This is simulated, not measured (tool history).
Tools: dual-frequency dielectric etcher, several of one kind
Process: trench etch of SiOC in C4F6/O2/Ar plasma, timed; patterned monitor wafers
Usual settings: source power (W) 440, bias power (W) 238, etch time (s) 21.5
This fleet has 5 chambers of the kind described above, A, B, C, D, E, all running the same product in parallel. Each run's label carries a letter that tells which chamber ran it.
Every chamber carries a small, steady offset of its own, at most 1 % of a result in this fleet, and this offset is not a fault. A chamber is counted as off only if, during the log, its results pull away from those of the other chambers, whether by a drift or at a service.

run,hour,source power (W),bias power (W),etch time (s),hours since the last wet clean,hours since the last source power generator calibration,hours since the last bias power generator calibration,"read-back reference wafer on the same gauge, depth_nm",mean etch depth across the wafer (angstrom)
# hour 10.2: chamber E: wet clean of the chamber
1C,12.2,440,238,21.5,375.7,1476.7,3542.3,56.819,503.39
2A,24,440,238,21.5,112.4,421,2827.7,56.804,510.08
# hour 38: chamber C: wet clean of the chamber
3D,39.2,440,238,21.5,361.5,814.5,903.2,56.842,510.79
4E,52.9,440,238,21.5,42.8,250.8,401.3,56.851,509.93
5B,63.5,440,238,21.5,100.1,1526.8,1669.2,56.843,506.93
6E,76.5,510,238,21.5,66.4,274.4,424.9,56.867,540.99
7B,87.7,510,238,21.5,124.3,1551,1693.4,56.861,536.46
8D,95.4,510,238,21.5,417.7,870.7,959.4,56.894,540.43
9A,108.3,510,238,21.5,196.7,505.3,2912,56.895,541.22
10C,122.2,510,238,21.5,84.2,1586.7,3652.3,56.922,533.18
11D,132.7,340,277,21.5,455,908,996.7,56.922,487.81
12C,148.4,340,277,21.5,110.4,1612.9,3678.5,56.94,480.8
13E,156.5,340,277,21.5,146.4,354.4,504.9,56.937,488.8
14A,171.4,340,277,21.5,259.8,568.4,2975.1,56.97,487.75
15B,179.7,340,277,21.5,216.3,1643,1785.4,56.981,482.62
16E,192.6,440,238,21.5,182.5,390.5,541,56.969,511.67
17C,204.9,440,238,21.5,166.9,1669.4,3735,56.997,505.21
# hour 210.3: chamber D: wet clean of the chamber
18A,217.1,440,238,21.5,305.5,614.1,3020.8,57.033,511.18
19B,230.7,440,238,21.5,267.3,1694,1836.4,57.033,506.28
20D,239.2,440,238,21.5,29,1014.5,1103.2,57.017,513.09
21D,254.3,440,238,21.5,44.1,1029.6,1118.3,57.04,512.91
22C,269.3,440,238,21.5,231.3,1733.8,3799.4,57.034,505.56
23E,281.6,440,238,21.5,271.5,479.5,630,57.043,513.98
24B,296.5,440,238,21.5,333.1,1759.8,1902.2,57.072,507.83
25A,304.8,440,238,21.5,393.2,701.8,3108.5,57.07,512.34
26C,312.6,500,238,24.5,274.6,1777.1,3842.7,57.089,606.91
27D,327.3,500,238,24.5,117.1,1102.6,1191.3,57.118,615.49
28A,341.3,500,238,24.5,429.7,738.3,3145,57.102,611.15
29E,351.3,500,238,24.5,341.2,549.2,699.7,57.132,614.86
30B,360.9,500,238,24.5,397.5,1824.2,1966.6,57.135,608.38

Next, every chamber runs the same settings. What will each give?
31A,372.2,440,238,21.5,,,,,?
31B,372.2,440,238,21.5,,,,,?
31C,372.2,440,238,21.5,,,,,?
31D,372.2,440,238,21.5,,,,,?
31E,372.2,440,238,21.5,,,,,?

run,mean etch depth across the wafer (angstrom)
31A,512.93
31B,507.86
31C,505.94
31D,513.8
31E,515.29
